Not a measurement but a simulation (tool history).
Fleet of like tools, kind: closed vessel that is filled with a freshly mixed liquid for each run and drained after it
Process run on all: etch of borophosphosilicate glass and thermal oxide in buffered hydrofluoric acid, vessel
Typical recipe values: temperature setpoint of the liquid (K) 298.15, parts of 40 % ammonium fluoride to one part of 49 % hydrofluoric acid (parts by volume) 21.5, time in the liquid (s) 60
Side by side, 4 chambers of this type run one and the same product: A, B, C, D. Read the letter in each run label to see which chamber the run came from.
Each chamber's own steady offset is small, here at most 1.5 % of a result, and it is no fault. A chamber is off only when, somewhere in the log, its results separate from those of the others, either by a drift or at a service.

run	day	temperature setpoint of the liquid (K)	parts of 40 % ammonium fluoride to one part of 49 % hydrofluoric acid (parts by volume)	time in the liquid (s)	hours since the thermometer was replaced	hours since the hydrofluoric acid flow meter was replaced	read-back film thickness of the borophosphosilicate glass reference wafer, read on the same gauge (nm)	read-back film thickness of the thermal oxide reference wafer, read on the same gauge (nm)	thickness taken off the borophosphosilicate glass on a monitor wafer (nm)	thickness taken off the thermal oxide on a monitor wafer (nm)
1D	0.492	298.15	21.5	60	793.8	56.0	29.991	39.943	38.299	35.390
2A	0.792	298.15	21.5	60	1963.6	1896.3	29.988	39.996	38.358	35.646
3C	1.242	298.15	21.5	60	851.9	1910.2	29.990	40.015	38.212	35.894
4B	1.612	298.15	21.5	60	2351.0	1331.2	29.999	39.973	37.691	35.916
5C	1.833	298.15	21.5	60	866.1	1924.4	30.003	39.983	37.671	35.920
6D	2.325	298.15	21.5	60	837.8	100.0	29.996	39.963	37.929	36.762
7A	2.612	298.15	21.5	60	2007.3	1940.0	30.019	40.012	38.433	35.544
8B	2.904	298.15	21.5	60	2382.0	1362.2	30.002	40.024	38.402	35.320
9A	3.171	296.15	21.5	85	2020.7	1953.4	29.981	40.021	48.568	45.424
10C	3.383	296.15	21.5	85	903.3	1961.6	30.001	40.003	49.227	44.926
11D	3.842	296.15	21.5	85	874.2	136.4	30.010	39.969	50.247	47.044
# day 3.862: chamber B: thermometer replaced
12B	4.175	296.15	21.5	85	7.6	1392.7	30.017	40.010	48.413	45.170
13D	4.625	298.15	21.5	60	893.0	155.2	30.005	39.999	39.120	36.697
14C	4.988	298.15	21.5	60	941.8	2000.1	29.999	40.035	38.204	35.464
15A	5.383	298.15	21.5	60	2073.8	2006.5	29.976	40.031	37.685	35.632
16B	5.738	298.15	21.5	60	45.1	1430.2	29.999	39.966	38.497	35.368
17D	6.017	298.15	21.5	60	926.4	188.6	30.004	40.020	40.059	37.448
18B	6.496	298.15	21.5	60	63.3	1448.4	30.006	39.969	38.060	35.393
19C	6.967	298.15	21.5	60	989.3	2047.6	30.012	40.019	38.641	35.622
20A	7.250	298.15	21.5	60	2118.6	2051.3	29.972	40.050	38.514	35.712
21C	7.696	298.15	21.5	60	1006.8	2065.1	29.990	39.974	37.712	35.689
22B	8.167	298.15	21.5	60	103.4	1488.5	30.023	39.948	37.864	35.218
23A	8.508	298.15	21.5	60	2148.8	2081.5	29.989	39.979	38.464	35.253
24D	8.933	298.15	21.5	60	996.4	258.6	29.988	39.960	40.849	38.706
25A	9.150	298.15	21.5	60	2164.2	2096.9	30.008	40.033	37.926	35.418
26B	9.571	298.15	21.5	60	137.1	1522.2	29.998	39.981	38.121	36.113
27C	9.858	298.15	21.5	60	1058.7	2117.0	29.996	40.028	38.243	34.916
28D	10.221	298.15	21.5	60	1027.3	289.5	29.992	40.030	41.433	39.609
29C	10.571	298.15	21.5	60	1075.8	2134.1	29.986	39.993	38.185	35.473
30D	10.996	298.15	21.5	60	1045.9	308.1	29.986	39.975	41.288	39.250
31B	11.425	298.15	27.5	60	181.6	1566.7	29.996	40.022	32.610	30.128
32A	11.754	298.15	27.5	60	2226.7	2159.4	30.005	40.022	31.990	30.881
33C	12.071	298.15	27.5	60	1111.8	2170.1	29.986	40.017	32.060	30.237
34B	12.358	298.15	27.5	60	204.0	1589.1	30.020	40.010	31.867	29.852
35A	12.592	298.15	21.5	60	2246.8	2179.5	29.992	40.018	37.976	36.283
36D	12.988	298.15	21.5	60	1093.7	355.9	29.996	39.998	42.137	39.853
37C	13.267	298.15	21.5	60	1140.5	2198.8	30.000	40.019	38.265	36.039
38B	13.604	298.15	21.5	60	233.9	1619.0	30.028	39.997	38.318	36.056
39D	13.908	298.15	21.5	60	1115.8	378.0	29.999	39.928	42.451	40.630

Is one chamber off against the others, does the gauge drift, or is nothing wrong? If a chamber is off, say which, and what the likeliest cause is.

One chamber, D, drifts off from the rest bit by bit.
Likeliest cause: liquid hotter than its thermometer reads (K) = 2.19.

Below are 4 candidate recipes for chamber D's next run, each the usual settings with a change, their results shown as question marks. Which of them brings D's results back in line with what the other chambers give on the usual settings?
A result is in line if it is within this distance of the other chambers' mean on the usual settings: thickness taken off the borophosphosilicate glass on a monitor wafer (nm) 1.100; thickness taken off the thermal oxide on a monitor wafer (nm) 1.100
40D-1	14.267	300.15	23.0	60					?	?
40D-2	14.267	296.15	20.0	60					?	?
40D-3	14.267	291.65	16.5	60					?	?
40D-4	14.267	302.15	24.5	60					?	?

The mean the other chambers reach with the usual settings: thickness taken off the borophosphosilicate glass on a monitor wafer (nm) 38.089; thickness taken off the thermal oxide on a monitor wafer (nm) 35.667
run	thickness taken off the borophosphosilicate glass on a monitor wafer (nm)	thickness taken off the thermal oxide on a monitor wafer (nm)
40D-1	45.435	42.908
40D-2	40.343	38.014
40D-3	38.023	35.715
40D-4	48.378	45.730
With 40D-3, the chamber falls back in line with the rest.

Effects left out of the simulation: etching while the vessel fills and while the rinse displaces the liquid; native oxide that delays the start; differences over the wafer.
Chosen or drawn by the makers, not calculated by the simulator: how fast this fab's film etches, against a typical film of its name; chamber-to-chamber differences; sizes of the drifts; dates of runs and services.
